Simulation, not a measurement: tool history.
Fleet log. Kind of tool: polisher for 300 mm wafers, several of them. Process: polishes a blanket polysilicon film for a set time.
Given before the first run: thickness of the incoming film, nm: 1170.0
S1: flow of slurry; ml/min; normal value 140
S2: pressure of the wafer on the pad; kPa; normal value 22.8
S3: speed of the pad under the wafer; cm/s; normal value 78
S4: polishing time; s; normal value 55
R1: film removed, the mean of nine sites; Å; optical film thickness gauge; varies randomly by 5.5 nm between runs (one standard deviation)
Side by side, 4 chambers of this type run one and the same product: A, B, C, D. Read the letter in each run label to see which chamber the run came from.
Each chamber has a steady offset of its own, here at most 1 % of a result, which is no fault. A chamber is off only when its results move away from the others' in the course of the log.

run 1C hour=11.2 | S1=140 S2=22.8 S3=78 S4=55 | R1=3816.7
run 2A hour=21.1 | S1=140 S2=22.8 S3=78 S4=55 | R1=3859.5
run 3D hour=31.6 | S1=140 S2=22.8 S3=78 S4=55 | R1=3875.4
run 4B hour=38.9 | S1=140 S2=22.8 S3=78 S4=55 | R1=3895.5
-- hour=41.4 chamber D: worn pad replaced by a new one
run 5B hour=45.4 | S1=140 S2=22.8 S3=78 S4=55 | R1=3910.8
run 6C hour=53.1 | S1=140 S2=22.8 S3=78 S4=55 | R1=3793
-- hour=59.3 chamber B: worn pad replaced by a new one
run 7D hour=63 | S1=140 S2=22.8 S3=78 S4=55 | R1=3795.6
-- hour=64.8 chamber B: slurry nozzle cleaned
run 8A hour=70.8 | S1=140 S2=22.8 S3=78 S4=55 | R1=3859.9
run 9D hour=75.7 | S1=140 S2=22.8 S3=78 S4=55 | R1=3790.1
run 10B hour=81.2 | S1=140 S2=22.8 S3=78 S4=55 | R1=3831.3
-- hour=87.8 chamber B: head pressure recalibrated
run 11A hour=91.7 | S1=140 S2=22.8 S3=78 S4=55 | R1=3869.5
run 12C hour=97.8 | S1=140 S2=22.8 S3=78 S4=55 | R1=3689.4
run 13D hour=104.7 | S1=140 S2=22.8 S3=78 S4=55 | R1=3949.6
run 14C hour=115.6 | S1=140 S2=22.8 S3=78 S4=55 | R1=3829
run 15B hour=123 | S1=140 S2=22.8 S3=78 S4=55 | R1=3932.8
run 16A hour=128 | S1=140 S2=22.8 S3=78 S4=55 | R1=3926.8
run 17D hour=134 | S1=140 S2=22.8 S3=78 S4=55 | R1=3889.8
run 18B hour=144.9 | S1=140 S2=22.8 S3=78 S4=55 | R1=3922.5
-- hour=148.5 chamber C: worn pad replaced by a new one
run 19C hour=154.7 | S1=140 S2=22.8 S3=78 S4=55 | R1=3828.8
run 20A hour=165.1 | S1=140 S2=22.8 S3=78 S4=55 | R1=3687
-- hour=169.9 chamber B: worn pad replaced by a new one
run 21A hour=174.1 | S1=140 S2=26.2 S3=78 S4=61 | R1=4744
-- hour=174.6 chamber A: worn pad replaced by a new one
run 22D hour=185.4 | S1=140 S2=26.2 S3=78 S4=61 | R1=4851.2
run 23B hour=194.4 | S1=140 S2=26.2 S3=78 S4=61 | R1=4947.1
run 24C hour=201.6 | S1=140 S2=26.2 S3=78 S4=61 | R1=4927.9
run 25A hour=211.9 | S1=140 S2=22.8 S3=78 S4=55 | R1=3647.1
run 26D hour=220.6 | S1=140 S2=22.8 S3=78 S4=55 | R1=3787.1
run 27C hour=230.9 | S1=140 S2=22.8 S3=78 S4=55 | R1=3710.6
run 28B hour=236 | S1=140 S2=22.8 S3=78 S4=55 | R1=3889.2
-- hour=244 chamber C: slurry nozzle cleaned
run 29C hour=247.4 | S1=140 S2=22.8 S3=78 S4=55 | R1=3790.3
run 30B hour=254.9 | S1=140 S2=22.8 S3=78 S4=55 | R1=3868.7
run 31A hour=263.9 | S1=140 S2=22.8 S3=78 S4=55 | R1=3439

What goes on in this fleet: one chamber off, a drifting gauge, or nothing beyond the chambers' own small offsets? Name the chamber and the cause, if any.

Little by little, chamber A moves away from the other chambers.
Likeliest cause: slurry flow missing at the pad, % = 41.6.
From this log alone, it may not be told apart from: head's pressure below its setpoint, %.

Below are 4 candidate recipes for chamber A's next run, each the usual settings with a change, their results shown as question marks. Which of them brings A's results back in line with what the other chambers give on the usual settings?
In line means no further than this from the other chambers' mean on the usual settings: R1 190 Å
run 32A-1 hour=272.1 | S1=135 S2=21.4 S3=72 S4=51 | R1=?
run 32A-2 hour=272.1 | S1=140 S2=22.1 S3=74 S4=53 | R1=?
run 32A-3 hour=272.1 | S1=145 S2=24.8 S3=84 S4=59 | R1=?
run 32A-4 hour=272.1 | S1=145 S2=22.8 S3=86 S4=55 | R1=?

Usual-settings mean across the other chambers: R1 3855.7 Å
run=32A-1 R1=2729.2
run=32A-2 R1=3042.7
run=32A-3 R1=4369.8
run=32A-4 R1=3817
The answer is 32A-4, which returns the chamber to within the allowed miss of the others.
